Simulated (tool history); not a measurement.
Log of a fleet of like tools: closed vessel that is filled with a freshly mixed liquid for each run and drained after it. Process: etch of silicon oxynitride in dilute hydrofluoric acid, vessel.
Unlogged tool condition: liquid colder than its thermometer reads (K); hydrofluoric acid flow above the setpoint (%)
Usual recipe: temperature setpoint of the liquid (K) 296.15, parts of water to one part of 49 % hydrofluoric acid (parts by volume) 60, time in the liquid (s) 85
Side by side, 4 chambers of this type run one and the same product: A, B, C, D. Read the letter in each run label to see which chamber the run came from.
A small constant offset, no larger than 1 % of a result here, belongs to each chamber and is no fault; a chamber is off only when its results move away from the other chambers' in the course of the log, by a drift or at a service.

run	hour	temperature setpoint of the liquid (K)	parts of water to one part of 49 % hydrofluoric acid (parts by volume)	time in the liquid (s)	hours since the thermometer was replaced	hours since the hydrofluoric acid flow meter was replaced	read-back film thickness of the silicon oxynitride reference wafer, read on the same gauge (nm)	thickness taken off the silicon oxynitride on a monitor wafer (nm)
1C	8.7	296.15	60	85	500.5	831.6	59.929	5.9941
2D	15.0	296.15	60	85	1556.0	1064.0	60.032	6.0092
3B	21.6	296.15	60	85	337.7	1746.8	59.995	5.9799
4A	28.0	296.15	60	85	371.4	2031.9	60.029	6.0447
# hour 33.5: chamber C: hydrofluoric acid flow meter replaced
5B	35.9	296.15	60	85	352.0	1761.1	59.986	6.0229
6A	44.5	296.15	60	85	387.9	2048.4	60.007	5.9938
7D	52.7	296.15	60	85	1593.7	1101.7	60.001	6.0204
8C	61.3	296.15	60	85	553.1	27.8	59.982	5.9482
# hour 65.1: chamber C: thermometer replaced
9B	67.0	296.15	60	85	383.1	1792.2	59.996	6.1059
10A	75.9	296.15	60	110	419.3	2079.8	60.003	7.7569
11D	82.2	296.15	60	110	1623.2	1131.2	60.030	7.9206
12C	89.2	296.15	60	110	24.1	55.7	59.989	7.7243
13D	97.7	296.15	60	110	1638.7	1146.7	60.006	8.0305
14B	102.3	296.15	60	85	418.4	1827.5	60.023	6.1002
15A	110.1	296.15	60	85	453.5	2114.0	59.974	5.9436
16C	115.9	296.15	60	85	50.8	82.4	60.037	5.9810
17A	125.5	296.15	60	85	468.9	2129.4	60.008	6.0834
18B	133.0	296.15	60	85	449.1	1858.2	59.991	6.0604
19D	139.2	296.15	60	85	1680.2	1188.2	59.983	6.3104
20C	143.5	296.15	60	85	78.4	110.0	60.018	5.9586
21A	152.8	296.15	60	85	496.2	2156.7	59.965	6.0211
22C	162.1	296.15	60	85	97.0	128.6	60.032	5.9627
# hour 170.3: chamber B: hydrofluoric acid flow meter replaced
23D	171.1	296.15	60	85	1712.1	1220.1	60.009	6.3660
24B	176.7	296.15	60	85	492.8	6.4	60.006	6.0624
25A	181.3	296.15	60	85	524.7	2185.2	59.954	6.0577

The same settings go to every chamber for the next run, one line per chamber below. Forecast the results for each:
26A	188.2	296.15	60	135				?
26B	188.2	296.15	60	135				?
26C	188.2	296.15	60	135				?
26D	188.2	296.15	60	135				?

run	thickness taken off the silicon oxynitride on a monitor wafer (nm)
26A	9.6077
26B	9.6252
26C	9.5366
26D	10.2020

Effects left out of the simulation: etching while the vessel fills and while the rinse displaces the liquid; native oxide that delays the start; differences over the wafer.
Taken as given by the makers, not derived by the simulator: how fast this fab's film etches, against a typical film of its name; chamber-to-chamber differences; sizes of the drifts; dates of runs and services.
